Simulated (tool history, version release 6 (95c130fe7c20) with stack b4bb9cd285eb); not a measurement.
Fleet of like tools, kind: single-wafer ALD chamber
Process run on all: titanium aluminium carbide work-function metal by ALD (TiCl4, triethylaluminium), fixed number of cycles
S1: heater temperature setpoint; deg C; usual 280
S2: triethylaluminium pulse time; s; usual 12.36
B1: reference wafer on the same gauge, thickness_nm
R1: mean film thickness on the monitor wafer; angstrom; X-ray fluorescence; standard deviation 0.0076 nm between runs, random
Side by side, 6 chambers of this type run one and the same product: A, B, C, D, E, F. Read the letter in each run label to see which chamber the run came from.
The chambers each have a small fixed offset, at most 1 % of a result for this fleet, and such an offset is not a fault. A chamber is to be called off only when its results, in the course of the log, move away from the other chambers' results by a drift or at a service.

run 1D hour=6.5 | S1=280 S2=12.36 | B1=2.149 | R1=18.658
run 2E hour=18.3 | S1=280 S2=12.36 | B1=2.1498 | R1=18.609
-- hour=26.2 chamber A: triethylaluminium bottle replaced
run 3B hour=26.3 | S1=280 S2=12.36 | B1=2.1483 | R1=18.707
run 4A hour=35.6 | S1=280 S2=12.36 | B1=2.1497 | R1=18.873
run 5F hour=47.4 | S1=280 S2=12.36 | B1=2.1512 | R1=18.478
run 6C hour=57.7 | S1=280 S2=12.36 | B1=2.1497 | R1=18.637
run 7E hour=68.1 | S1=280 S2=12.36 | B1=2.15 | R1=18.566
run 8A hour=78 | S1=280 S2=12.36 | B1=2.1529 | R1=18.737
run 9D hour=84.7 | S1=267 S2=9.66 | B1=2.1514 | R1=17.111
run 10B hour=91.2 | S1=267 S2=9.66 | B1=2.1498 | R1=17.341
run 11F hour=101.3 | S1=267 S2=9.66 | B1=2.1495 | R1=17.088
run 12C hour=107.2 | S1=267 S2=9.66 | B1=2.1495 | R1=17.134
run 13D hour=116.2 | S1=267 S2=9.66 | B1=2.1481 | R1=17.246
run 14E hour=123.7 | S1=267 S2=9.66 | B1=2.1499 | R1=17.164
run 15B hour=133.7 | S1=280 S2=12.36 | B1=2.1491 | R1=18.844
run 16A hour=141.1 | S1=290 S2=12.36 | B1=2.151 | R1=19.608
run 17C hour=151.7 | S1=290 S2=12.36 | B1=2.1511 | R1=19.542
run 18F hour=161.9 | S1=290 S2=12.36 | B1=2.1516 | R1=19.599
run 19E hour=172.1 | S1=290 S2=12.36 | B1=2.1487 | R1=19.653
run 20A hour=180.6 | S1=290 S2=12.36 | B1=2.1498 | R1=19.476
run 21B hour=192.5 | S1=290 S2=12.36 | B1=2.1508 | R1=19.556
run 22C hour=203.9 | S1=280 S2=12.36 | B1=2.1489 | R1=18.502
run 23D hour=214 | S1=280 S2=12.36 | B1=2.1495 | R1=18.631
run 24F hour=222.6 | S1=280 S2=12.36 | B1=2.1508 | R1=18.505
run 25D hour=233.9 | S1=280 S2=12.36 | B1=2.152 | R1=18.668
run 26E hour=240.8 | S1=280 S2=12.36 | B1=2.1504 | R1=18.687
run 27A hour=250.7 | S1=280 S2=9.28 | B1=2.1476 | R1=18.15
run 28F hour=261 | S1=280 S2=9.28 | B1=2.1491 | R1=18.195
run 29B hour=268.2 | S1=280 S2=9.28 | B1=2.1489 | R1=18.001
run 30C hour=277.1 | S1=280 S2=9.28 | B1=2.1506 | R1=18.168
run 31D hour=283.5 | S1=280 S2=9.28 | B1=2.1485 | R1=18.117
run 32C hour=290.3 | S1=280 S2=9.28 | B1=2.1487 | R1=18.12
run 33E hour=300.6 | S1=280 S2=12.36 | B1=2.1509 | R1=18.723
run 34A hour=312.4 | S1=280 S2=12.36 | B1=2.1499 | R1=18.668
-- hour=313.3 chamber B: thermocouple changed; heater temperature recalibrated
run 35F hour=321.5 | S1=280 S2=12.36 | B1=2.1511 | R1=18.576
run 36B hour=331.9 | S1=280 S2=12.36 | B1=2.1515 | R1=18.561
run 37E hour=339.4 | S1=280 S2=12.36 | B1=2.1481 | R1=18.585
run 38F hour=351.1 | S1=280 S2=12.36 | B1=2.15 | R1=18.663
run 39D hour=361.2 | S1=280 S2=12.36 | B1=2.1462 | R1=18.616

One chamber off, gauge drift, or nothing amiss beyond the chambers' own small offsets? If it is a chamber, which one, and what is the likeliest cause?

No chamber is off and the gauge is stable; the differences are just each chamber's small, constant offset.

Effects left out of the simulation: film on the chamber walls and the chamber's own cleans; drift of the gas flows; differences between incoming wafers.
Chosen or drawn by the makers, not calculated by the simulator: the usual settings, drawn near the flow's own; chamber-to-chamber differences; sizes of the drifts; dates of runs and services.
